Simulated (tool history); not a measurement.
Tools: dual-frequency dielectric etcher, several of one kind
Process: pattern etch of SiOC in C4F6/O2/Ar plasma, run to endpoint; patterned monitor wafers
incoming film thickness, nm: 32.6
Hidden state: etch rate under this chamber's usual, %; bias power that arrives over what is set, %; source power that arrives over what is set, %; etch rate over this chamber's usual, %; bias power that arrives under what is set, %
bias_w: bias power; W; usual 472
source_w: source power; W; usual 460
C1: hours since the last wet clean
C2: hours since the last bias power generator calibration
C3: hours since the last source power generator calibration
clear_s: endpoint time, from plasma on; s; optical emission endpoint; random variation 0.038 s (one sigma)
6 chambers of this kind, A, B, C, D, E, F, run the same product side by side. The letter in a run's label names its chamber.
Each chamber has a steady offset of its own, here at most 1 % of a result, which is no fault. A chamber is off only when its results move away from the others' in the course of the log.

Run 1B, hour 11.1: usual settings; C1 220.9; C2 712.9; C3 4705.4. Result: clear_s 10.73 s.
Run 2D, hour 18.4: usual settings; C1 272; C2 3426.1; C3 2041.8. Result: clear_s 10.623 s.
Run 3C, hour 29.7: usual settings; C1 451.9; C2 1800.9; C3 4841. Result: clear_s 10.692 s.
Run 4F, hour 34.9: usual settings; C1 381.2; C2 3606.8; C3 1636.8. Result: clear_s 10.656 s.
At hour 40.1: chamber C: wet clean of the chamber.
Run 5A, hour 45.3: usual settings; C1 172.1; C2 804.2; C3 982.6. Result: clear_s 10.623 s.
Run 6E, hour 56.7: usual settings; C1 84.6; C2 1799.6; C3 581.9. Result: clear_s 10.761 s.
At hour 61.1: chamber F: source power generator calibrated.
Run 7A, hour 66.4: usual settings; C1 193.2; C2 825.3; C3 1003.7. Result: clear_s 10.595 s.
At hour 75.3: chamber D: bias power generator calibrated.
Run 8D, hour 76.7: usual settings; C1 330.3; C2 1.4; C3 2100.1. Result: clear_s 10.619 s.
Run 9B, hour 86.6: usual settings; C1 296.4; C2 788.4; C3 4780.9. Result: clear_s 10.694 s.
Run 10C, hour 96.4: usual settings; C1 56.3; C2 1867.6; C3 4907.7. Result: clear_s 10.777 s.
Run 11F, hour 102.6: usual settings; C1 448.9; C2 3674.5; C3 41.6. Result: clear_s 10.691 s.
At hour 105.8: chamber C: source power generator calibrated.
Run 12E, hour 111: usual settings; C1 138.9; C2 1853.9; C3 636.2. Result: clear_s 10.672 s.
Run 13E, hour 121.4: usual settings but bias_w 408 W; C1 149.3; C2 1864.3; C3 646.6. Result: clear_s 11.277 s.
Run 14A, hour 129.2: usual settings but bias_w 408 W; C1 256; C2 888.1; C3 1066.5. Result: clear_s 11.293 s.
Run 15D, hour 136: usual settings but bias_w 408 W; C1 389.6; C2 60.7; C3 2159.4. Result: clear_s 11.188 s.
At hour 136.6: chamber F: wet clean of the chamber.
Run 16B, hour 141.5: usual settings but bias_w 408 W; C1 351.3; C2 843.3; C3 4835.8. Result: clear_s 11.342 s.
Run 17C, hour 146.8: usual settings but bias_w 408 W; C1 106.7; C2 1918; C3 41. Result: clear_s 11.198 s.
Run 18F, hour 157.8: usual settings but bias_w 408 W; C1 21.3; C2 3729.7; C3 96.8. Result: clear_s 11.738 s.
Run 19D, hour 164.3: usual settings; C1 417.9; C2 89; C3 2187.7. Result: clear_s 10.611 s.
Run 20C, hour 171: usual settings; C1 130.9; C2 1942.2; C3 65.2. Result: clear_s 10.659 s.
Run 21F, hour 179.8: usual settings; C1 43.3; C2 3751.7; C3 118.8. Result: clear_s 11.084 s.
Run 22E, hour 189.3: usual settings; C1 217.2; C2 1932.2; C3 714.5. Result: clear_s 10.756 s.
Run 23A, hour 196.4: usual settings; C1 323.2; C2 955.3; C3 1133.7. Result: clear_s 10.611 s.
At hour 197.1: chamber B: source power generator calibrated.
Run 24B, hour 201.7: usual settings; C1 411.5; C2 903.5; C3 4.7. Result: clear_s 10.703 s.
Run 25B, hour 207.5: usual settings but bias_w 531 W; C1 417.3; C2 909.3; C3 10.5. Result: clear_s 10.21 s.
Run 26A, hour 214.1: usual settings but bias_w 531 W; C1 340.9; C2 973; C3 1151.4. Result: clear_s 10.205 s.
Run 27D, hour 222.3: usual settings but bias_w 531 W; C1 475.9; C2 147; C3 2245.7. Result: clear_s 10.17 s.
Run 28F, hour 230.6: usual settings but bias_w 531 W; C1 94.1; C2 3802.5; C3 169.6. Result: clear_s 10.549 s.
Run 29E, hour 238.2: usual settings but bias_w 531 W; C1 266.1; C2 1981.1; C3 763.4. Result: clear_s 10.245 s.
Run 30C, hour 247.9: usual settings but bias_w 531 W; C1 207.8; C2 2019.1; C3 142.1. Result: clear_s 10.238 s.
Run 31E, hour 256: usual settings; C1 283.9; C2 1998.9; C3 781.2. Result: clear_s 10.719 s.
Run 32F, hour 265.4: usual settings but bias_w 529 W, source_w 550 W; C1 128.9; C2 3837.3; C3 204.4. Result: clear_s 9.9261 s.
Run 33B, hour 276.5: usual settings but bias_w 529 W, source_w 550 W; C1 486.3; C2 978.3; C3 79.5. Result: clear_s 9.5928 s.
Run 34C, hour 285.5: usual settings but bias_w 529 W, source_w 550 W; C1 245.4; C2 2056.7; C3 179.7. Result: clear_s 9.5781 s.
Run 35D, hour 293.1: usual settings but bias_w 529 W, source_w 550 W; C1 546.7; C2 217.8; C3 2316.5. Result: clear_s 9.5272 s.
Run 36A, hour 301.1: usual settings but bias_w 529 W, source_w 550 W; C1 427.9; C2 1060; C3 1238.4. Result: clear_s 9.5463 s.
Run 37D, hour 307.6: usual settings but bias_w 529 W, source_w 550 W; C1 561.2; C2 232.3; C3 2331. Result: clear_s 9.4557 s.
At hour 310.9: chamber D: wet clean of the chamber.
Run 38A, hour 314: usual settings; C1 440.8; C2 1072.9; C3 1251.3. Result: clear_s 10.636 s.
Run 39B, hour 323.1: usual settings; C1 532.9; C2 1024.9; C3 126.1. Result: clear_s 10.656 s.
At hour 328.9: chamber B: wet clean of the chamber.
Run 40E, hour 330.5: usual settings; C1 358.4; C2 2073.4; C3 855.7. Result: clear_s 10.774 s.
Run 41F, hour 341.6: usual settings; C1 205.1; C2 3913.5; C3 280.6. Result: clear_s 11.092 s.
Run 42C, hour 351.2: usual settings; C1 311.1; C2 2122.4; C3 245.4. Result: clear_s 10.673 s.
Run 43B, hour 360.8: usual settings; C1 31.9; C2 1062.6; C3 163.8. Result: clear_s 10.653 s.
Run 44D, hour 366: usual settings; C1 55.1; C2 290.7; C3 2389.4. Result: clear_s 10.662 s.

Is one chamber off against the others, does the gauge drift, or is nothing wrong? If a chamber is off, say which, and what the likeliest cause is.

A service left chamber F off against the others.
Cause: etch rate under this chamber's usual, % = 3.77.

Here are 4 candidates for chamber F's next run, each the usual settings with a change, their results left as question marks. Which one brings its results back in line with what the others give on the usual settings?
In line means no further than this from the other chambers' mean on the usual settings: clear_s 0.13 s
Run 45F-1, hour 374.6: usual settings but bias_w 422 W. Result: clear_s ?.
Run 45F-2, hour 374.6: usual settings but bias_w 465 W, source_w 450 W. Result: clear_s ?.
Run 45F-3, hour 374.6: usual settings but bias_w 487 W. Result: clear_s ?.
Run 45F-4, hour 374.6: usual settings but bias_w 496 W, source_w 490 W. Result: clear_s ?.

The other chambers' mean on the usual settings: clear_s 10.676 s
  run  clear_s
45F-1   11.518
45F-2   11.214
45F-3    10.94
45F-4   10.619
45F-4 brings the chamber back in line.

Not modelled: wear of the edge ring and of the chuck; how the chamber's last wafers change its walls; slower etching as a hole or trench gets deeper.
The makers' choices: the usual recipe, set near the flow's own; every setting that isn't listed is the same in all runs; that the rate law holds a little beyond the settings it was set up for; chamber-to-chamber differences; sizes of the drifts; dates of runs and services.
